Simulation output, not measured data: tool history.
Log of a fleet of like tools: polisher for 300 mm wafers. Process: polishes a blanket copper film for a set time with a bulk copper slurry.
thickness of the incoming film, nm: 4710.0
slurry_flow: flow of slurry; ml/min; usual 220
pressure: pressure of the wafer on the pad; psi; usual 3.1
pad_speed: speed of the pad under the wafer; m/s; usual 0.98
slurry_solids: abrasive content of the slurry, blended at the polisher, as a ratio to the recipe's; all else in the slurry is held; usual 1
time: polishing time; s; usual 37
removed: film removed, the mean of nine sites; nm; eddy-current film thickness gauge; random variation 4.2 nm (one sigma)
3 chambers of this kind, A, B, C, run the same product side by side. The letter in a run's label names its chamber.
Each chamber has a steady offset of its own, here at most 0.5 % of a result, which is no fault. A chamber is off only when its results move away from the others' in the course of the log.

run     day  slurry_flow  pressure  pad_speed  slurry_solids  time  removed
 1C   0.454          220       3.1       0.98              1    37   367.31
 2A   0.738          220       3.1       0.98              1    37   359.33
      0.912  -- chamber A: worn pad replaced by a new one
 3B   1.221          220       3.1       0.98              1    37    351.2
      1.367  -- chamber B: worn pad replaced by a new one
      1.512  -- chamber C: slurry blender recalibrated
        1.6  -- chamber C: worn pad replaced by a new one
 4B   1.679          220       3.1       0.98              1    37   355.75
      2.138  -- chamber B: slurry nozzle cleaned
 5C     2.2          220       3.1       0.98              1    37   364.58
 6A   2.762          220       3.1       0.98              1    37    373.7
 7A    3.15          220       3.1       0.98              1    37   355.81
      3.417  -- chamber B: worn pad replaced by a new one
 8B   3.462          220       3.1       0.98              1    37    360.8
      3.467  -- chamber A: worn pad replaced by a new one
      3.517  -- chamber A: slurry blender recalibrated
 9C   3.738          220       3.1       0.98              1    37   362.05
10C   4.292          220       3.1       0.98              1    37   352.66
      4.467  -- chamber C: worn pad replaced by a new one
      4.633  -- chamber C: head pressure recalibrated
11B   4.721          190       3.1       0.98              1    37   357.38
12A   5.267          190       3.1       0.98              1    37    351.4
13B   5.683          190       3.1       0.98              1    37   349.11
      5.862  -- chamber A: worn pad replaced by a new one
      5.946  -- chamber B: worn pad replaced by a new one
14C   5.983          220       3.9       0.98              1    37   496.88
15A   6.454          220       3.9       0.98              1    37      455
16B   6.871          220       3.9       0.98              1    37   458.65
      7.025  -- chamber C: worn pad replaced by a new one
17A   7.338          220       3.1       0.74            0.9    37   269.46
18C   7.629          220       3.1       0.74            0.9    37   296.09
      8.162  -- chamber A: worn pad replaced by a new one
19A   8.212          220       3.1       0.74            0.9    37    268.8
        8.5  -- chamber B: worn pad replaced by a new one
20B   8.621          220       3.1       0.98              1    37   361.48
      8.675  -- chamber A: slurry blender recalibrated
21C   9.138          220       3.1       1.26              1    37   506.99
22C   9.583          220       3.1       1.26              1    37   517.03
23A   9.854          220       3.1       1.26              1    37   468.27
     10.008  -- chamber C: worn pad replaced by a new one
24B  10.183          220       3.1       0.98              1    37   361.53
25C  10.688          220       3.1       0.98              1    37   395.28
     10.879  -- chamber A: worn pad replaced by a new one
     11.004  -- chamber B: worn pad replaced by a new one
26A  11.138          220       3.1       0.98              1    37   360.63
27B  11.488          220       3.1       0.98              1    37   355.09
28B  11.917          220       3.1       0.98              1    37   353.44

What goes on in this fleet: one chamber off, a drifting gauge, or nothing beyond the chambers' own small offsets? Name the chamber and the cause, if any.

A service left chamber C off against the others.
Cause: head's pressure above its setpoint, % = 10.5.

Here are 4 candidates for chamber C's next run, each the usual settings with a change, their results left as question marks. Which one brings its results back in line with what the others give on the usual settings?
In line means no further than this from the other chambers' mean on the usual settings: removed 15 nm
29C-1  12.358          220         3       0.94              1    36        ?
29C-2  12.358          220       3.1       0.96              1    37        ?
29C-3  12.358          220       3.1       1.08              1    37        ?
29C-4  12.358          220       3.1          1              1    37        ?

The other chambers' mean on the usual settings: removed 362.47 nm
  run  removed
29C-1   361.21
29C-2   391.61
29C-3   440.72
29C-4   407.98
29C-1 brings the chamber back in line.
